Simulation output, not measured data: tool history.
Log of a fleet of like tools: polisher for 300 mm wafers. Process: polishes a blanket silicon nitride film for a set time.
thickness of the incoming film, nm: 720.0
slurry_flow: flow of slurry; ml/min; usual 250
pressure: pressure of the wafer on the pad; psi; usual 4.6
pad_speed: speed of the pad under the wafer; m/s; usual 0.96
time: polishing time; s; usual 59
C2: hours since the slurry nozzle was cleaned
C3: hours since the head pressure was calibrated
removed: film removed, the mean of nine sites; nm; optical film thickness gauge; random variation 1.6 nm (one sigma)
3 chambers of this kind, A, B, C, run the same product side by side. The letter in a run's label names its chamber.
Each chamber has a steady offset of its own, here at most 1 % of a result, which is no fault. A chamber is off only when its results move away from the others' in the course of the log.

{"run": "1B", "hour": 8.8, "slurry_flow": 250, "pressure": 4.6, "pad_speed": 0.96, "time": 59, "wafers polished on this pad": 665, "C2": 138.1, "C3": 484.8, "removed": 137.35}
{"hour": 14.9, "done": "chamber A: worn pad replaced by a new one"}
{"run": "2A", "hour": 19.9, "slurry_flow": 250, "pressure": 4.6, "pad_speed": 0.96, "time": 59, "wafers polished on this pad": 57, "C2": 848.1, "C3": 947, "removed": 139.73}
{"hour": 25.1, "done": "chamber A: slurry nozzle cleaned"}
{"hour": 25.6, "done": "chamber B: worn pad replaced by a new one"}
{"run": "3C", "hour": 28.1, "slurry_flow": 250, "pressure": 4.6, "pad_speed": 0.96, "time": 59, "wafers polished on this pad": 785, "C2": 94.4, "C3": 1131.7, "removed": 137.95}
{"run": "4B", "hour": 39.4, "slurry_flow": 250, "pressure": 4.6, "pad_speed": 0.96, "time": 59, "wafers polished on this pad": 159, "C2": 168.7, "C3": 515.4, "removed": 141.82}
{"run": "5A", "hour": 50.9, "slurry_flow": 250, "pressure": 4.6, "pad_speed": 0.96, "time": 59, "wafers polished on this pad": 415, "C2": 25.9, "C3": 978, "removed": 138.12}
{"hour": 63.3, "done": "chamber A: worn pad replaced by a new one"}
{"run": "6C", "hour": 64.2, "slurry_flow": 250, "pressure": 4.6, "pad_speed": 0.96, "time": 59, "wafers polished on this pad": 1202, "C2": 130.5, "C3": 1167.8, "removed": 138.78}
{"hour": 68.1, "done": "chamber C: head pressure recalibrated"}
{"run": "7B", "hour": 75.1, "slurry_flow": 250, "pressure": 4.6, "pad_speed": 0.96, "time": 59, "wafers polished on this pad": 572, "C2": 204.4, "C3": 551.1, "removed": 136.4}
{"run": "8C", "hour": 84.8, "slurry_flow": 250, "pressure": 4.6, "pad_speed": 0.96, "time": 59, "wafers polished on this pad": 1440, "C2": 151.1, "C3": 16.8, "removed": 137.29}
{"run": "9A", "hour": 90.6, "slurry_flow": 250, "pressure": 4.6, "pad_speed": 0.96, "time": 59, "wafers polished on this pad": 315, "C2": 65.6, "C3": 1017.7, "removed": 139.17}
{"hour": 91.9, "done": "chamber B: head pressure recalibrated"}
{"hour": 97.6, "done": "chamber B: slurry nozzle cleaned"}
{"hour": 99.6, "done": "chamber C: worn pad replaced by a new one"}
{"run": "10C", "hour": 101.0, "slurry_flow": 250, "pressure": 4.6, "pad_speed": 0.96, "time": 59, "wafers polished on this pad": 16, "C2": 167.3, "C3": 33, "removed": 140.35}
{"hour": 105.1, "done": "chamber B: worn pad replaced by a new one"}
{"run": "11A", "hour": 111.5, "slurry_flow": 250, "pressure": 4.6, "pad_speed": 0.96, "time": 59, "wafers polished on this pad": 557, "C2": 86.5, "C3": 1038.6, "removed": 135.63}
{"hour": 116.2, "done": "chamber A: worn pad replaced by a new one"}
{"run": "12B", "hour": 120.5, "slurry_flow": 250, "pressure": 4.6, "pad_speed": 0.96, "time": 59, "wafers polished on this pad": 178, "C2": 23, "C3": 28.7, "removed": 136.03}
{"run": "13A", "hour": 132.0, "slurry_flow": 190, "pressure": 5.4, "pad_speed": 0.96, "time": 59, "wafers polished on this pad": 183, "C2": 107, "C3": 1059.1, "removed": 153.3}
{"run": "14B", "hour": 141.4, "slurry_flow": 190, "pressure": 5.4, "pad_speed": 0.96, "time": 59, "wafers polished on this pad": 419, "C2": 43.9, "C3": 49.6, "removed": 154.79}
{"run": "15C", "hour": 154.6, "slurry_flow": 190, "pressure": 5.4, "pad_speed": 0.96, "time": 59, "wafers polished on this pad": 635, "C2": 220.9, "C3": 86.6, "removed": 158.47}
{"hour": 166.2, "done": "chamber A: worn pad replaced by a new one"}
{"run": "16A", "hour": 166.6, "slurry_flow": 250, "pressure": 4.6, "pad_speed": 0.96, "time": 59, "wafers polished on this pad": 5, "C2": 141.6, "C3": 1093.7, "removed": 134.66}
{"hour": 177.3, "done": "chamber B: worn pad replaced by a new one"}
{"run": "17B", "hour": 178.7, "slurry_flow": 205, "pressure": 3.2, "pad_speed": 0.96, "time": 59, "wafers polished on this pad": 16, "C2": 81.2, "C3": 86.9, "removed": 93.384}
{"run": "18C", "hour": 191.0, "slurry_flow": 205, "pressure": 3.2, "pad_speed": 0.96, "time": 59, "wafers polished on this pad": 1055, "C2": 257.3, "C3": 123, "removed": 93.805}
{"run": "19B", "hour": 200.2, "slurry_flow": 205, "pressure": 3.2, "pad_speed": 0.96, "time": 59, "wafers polished on this pad": 265, "C2": 102.7, "C3": 108.4, "removed": 91.52}
{"hour": 205.3, "done": "chamber C: worn pad replaced by a new one"}
{"run": "20A", "hour": 211.5, "slurry_flow": 250, "pressure": 4.6, "pad_speed": 0.96, "time": 59, "wafers polished on this pad": 523, "C2": 186.5, "C3": 1138.6, "removed": 129.59}
{"hour": 218.0, "done": "chamber A: worn pad replaced by a new one"}
{"run": "21C", "hour": 220.1, "slurry_flow": 250, "pressure": 5.1, "pad_speed": 1.26, "time": 59, "wafers polished on this pad": 170, "C2": 286.4, "C3": 152.1, "removed": 187.86}
{"run": "22A", "hour": 229.9, "slurry_flow": 250, "pressure": 5.1, "pad_speed": 1.26, "time": 59, "wafers polished on this pad": 138, "C2": 204.9, "C3": 1157, "removed": 176.01}
{"run": "23B", "hour": 241.0, "slurry_flow": 250, "pressure": 5.1, "pad_speed": 1.26, "time": 59, "wafers polished on this pad": 736, "C2": 143.5, "C3": 149.2, "removed": 189.02}

All 3 chambers run these settings next. Forecast each chamber's results:
{"run": "24A", "hour": 250.6, "slurry_flow": 250, "pressure": 4.6, "pad_speed": 0.96, "time": 59, "removed": "?"}
{"run": "24B", "hour": 250.6, "slurry_flow": 250, "pressure": 4.6, "pad_speed": 0.96, "time": 59, "removed": "?"}
{"run": "24C", "hour": 250.6, "slurry_flow": 250, "pressure": 4.6, "pad_speed": 0.96, "time": 59, "removed": "?"}

run=24A removed=125.24
run=24B removed=136.46
run=24C removed=136.74
